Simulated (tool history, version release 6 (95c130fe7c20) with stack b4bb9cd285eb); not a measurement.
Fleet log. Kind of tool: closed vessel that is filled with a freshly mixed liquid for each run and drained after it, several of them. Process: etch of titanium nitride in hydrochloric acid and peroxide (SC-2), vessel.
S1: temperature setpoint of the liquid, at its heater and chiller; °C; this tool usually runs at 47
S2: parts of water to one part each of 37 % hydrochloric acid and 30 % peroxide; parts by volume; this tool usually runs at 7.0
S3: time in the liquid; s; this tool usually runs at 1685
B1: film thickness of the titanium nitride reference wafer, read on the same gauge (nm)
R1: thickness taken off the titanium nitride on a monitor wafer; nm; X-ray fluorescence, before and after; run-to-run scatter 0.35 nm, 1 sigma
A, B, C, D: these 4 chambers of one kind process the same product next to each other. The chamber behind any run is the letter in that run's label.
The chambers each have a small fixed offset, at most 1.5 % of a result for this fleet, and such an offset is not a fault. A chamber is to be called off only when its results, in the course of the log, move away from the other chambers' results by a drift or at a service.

Run 1B, day 0.342: usual settings; B1 30.003. Result: R1 50.789 nm.
Run 2A, day 0.612: usual settings; B1 30.020. Result: R1 50.884 nm.
Run 3D, day 0.792: usual settings; B1 30.003. Result: R1 50.574 nm.
Run 4C, day 1.162: usual settings; B1 30.012. Result: R1 50.750 nm.
Run 5D, day 1.488: usual settings; B1 29.993. Result: R1 50.776 nm.
Run 6C, day 1.675: usual settings but S2 8.5 parts by volume, S3 2285 s; B1 30.009. Result: R1 59.086 nm.
Run 7A, day 2.029: usual settings but S2 8.5 parts by volume, S3 2285 s; B1 29.995. Result: R1 59.623 nm.
Run 8B, day 2.275: usual settings but S2 8.5 parts by volume, S3 2285 s; B1 30.011. Result: R1 58.331 nm.
At day 2.475: chamber A: chemicals flow meter replaced.
Run 9B, day 2.558: usual settings but S2 8.5 parts by volume, S3 2285 s; B1 30.003. Result: R1 58.783 nm.
Run 10A, day 2.858: usual settings; B1 30.006. Result: R1 51.063 nm.
Run 11D, day 3.188: usual settings; B1 29.995. Result: R1 50.551 nm.
Run 12C, day 3.442: usual settings; B1 29.980. Result: R1 51.663 nm.
Run 13D, day 3.808: usual settings; B1 30.016. Result: R1 49.976 nm.
Run 14A, day 4.183: usual settings; B1 29.990. Result: R1 51.457 nm.
Run 15B, day 4.462: usual settings; B1 30.011. Result: R1 50.599 nm.
Run 16C, day 4.642: usual settings; B1 30.002. Result: R1 51.248 nm.
Run 17C, day 4.833: usual settings; B1 30.006. Result: R1 51.256 nm.
Run 18D, day 5.129: usual settings; B1 29.998. Result: R1 50.597 nm.
Run 19A, day 5.421: usual settings; B1 30.010. Result: R1 51.155 nm.
Run 20B, day 5.683: usual settings; B1 30.011. Result: R1 51.462 nm.
Run 21C, day 5.933: usual settings; B1 30.000. Result: R1 51.338 nm.
Run 22D, day 6.317: usual settings; B1 29.994. Result: R1 49.810 nm.
At day 6.362: chamber C: new drum of peroxide connected.
Run 23B, day 6.538: usual settings; B1 30.009. Result: R1 51.270 nm.
Run 24A, day 6.796: usual settings; B1 29.998. Result: R1 51.061 nm.
Run 25A, day 7.138: usual settings; B1 29.996. Result: R1 50.445 nm.
Run 26D, day 7.358: usual settings; B1 30.011. Result: R1 50.289 nm.
At day 7.588: chamber C: chemicals flow meter replaced.
Run 27C, day 7.746: usual settings; B1 29.992. Result: R1 51.513 nm.
Run 28B, day 8.046: usual settings; B1 30.002. Result: R1 52.602 nm.
Run 29D, day 8.371: usual settings; B1 30.020. Result: R1 50.662 nm.
Run 30C, day 8.567: usual settings; B1 29.986. Result: R1 51.799 nm.
Run 31A, day 8.896: usual settings; B1 29.998. Result: R1 51.417 nm.
Run 32B, day 9.254: usual settings; B1 30.006. Result: R1 53.647 nm.
Run 33B, day 9.629: usual settings but S2 9.0 parts by volume; B1 30.002. Result: R1 43.876 nm.
Run 34D, day 9.946: usual settings but S2 9.0 parts by volume; B1 30.016. Result: R1 41.577 nm.
Run 35A, day 10.229: usual settings but S2 9.0 parts by volume; B1 30.008. Result: R1 41.156 nm.
Run 36C, day 10.588: usual settings but S2 9.0 parts by volume; B1 30.006. Result: R1 41.951 nm.
Run 37D, day 10.950: usual settings; B1 30.007. Result: R1 50.659 nm.
Run 38A, day 11.167: usual settings; B1 30.017. Result: R1 50.547 nm.
Run 39B, day 11.412: usual settings; B1 29.992. Result: R1 54.656 nm.
Run 40C, day 11.771: usual settings; B1 30.000. Result: R1 50.820 nm.
Run 41A, day 11.962: usual settings; B1 30.000. Result: R1 50.896 nm.

Which is it: a chamber that has drifted or been left off by a service, a gauge drift common to all chambers, or only each chamber's usual small offset? If a chamber is off, name it and its likeliest cause.

It is chamber B that slowly wanders off from its peers.
Likeliest cause: liquid hotter than its thermometer reads (K) = 1.33.
With only this log, it may be confused with: chemicals flow above the setpoint (%).

Chamber B could run next with any of the 4 candidate recipes listed below; each alters the usual settings, and their results appear as question marks. Which one brings its results back in line with what the other chambers deliver on the usual settings?
In line here means within this much of the mean the other chambers give on the usual settings: R1 1.200 nm
Run 42B-1, day 12.238: usual settings but S3 1655 s. Result: R1 ?.
Run 42B-2, day 12.238: usual settings but S1 46 °C. Result: R1 ?.
Run 42B-3, day 12.238: usual settings but S1 48 °C. Result: R1 ?.
Run 42B-4, day 12.238: usual settings but S3 1730 s. Result: R1 ?.

What the other chambers average on the usual settings: R1 50.897 nm
  run      R1
42B-1  53.952
42B-2  51.306
42B-3  58.825
42B-4  56.397
Change 42B-2 lands the chamber within the allowed miss of the other chambers.
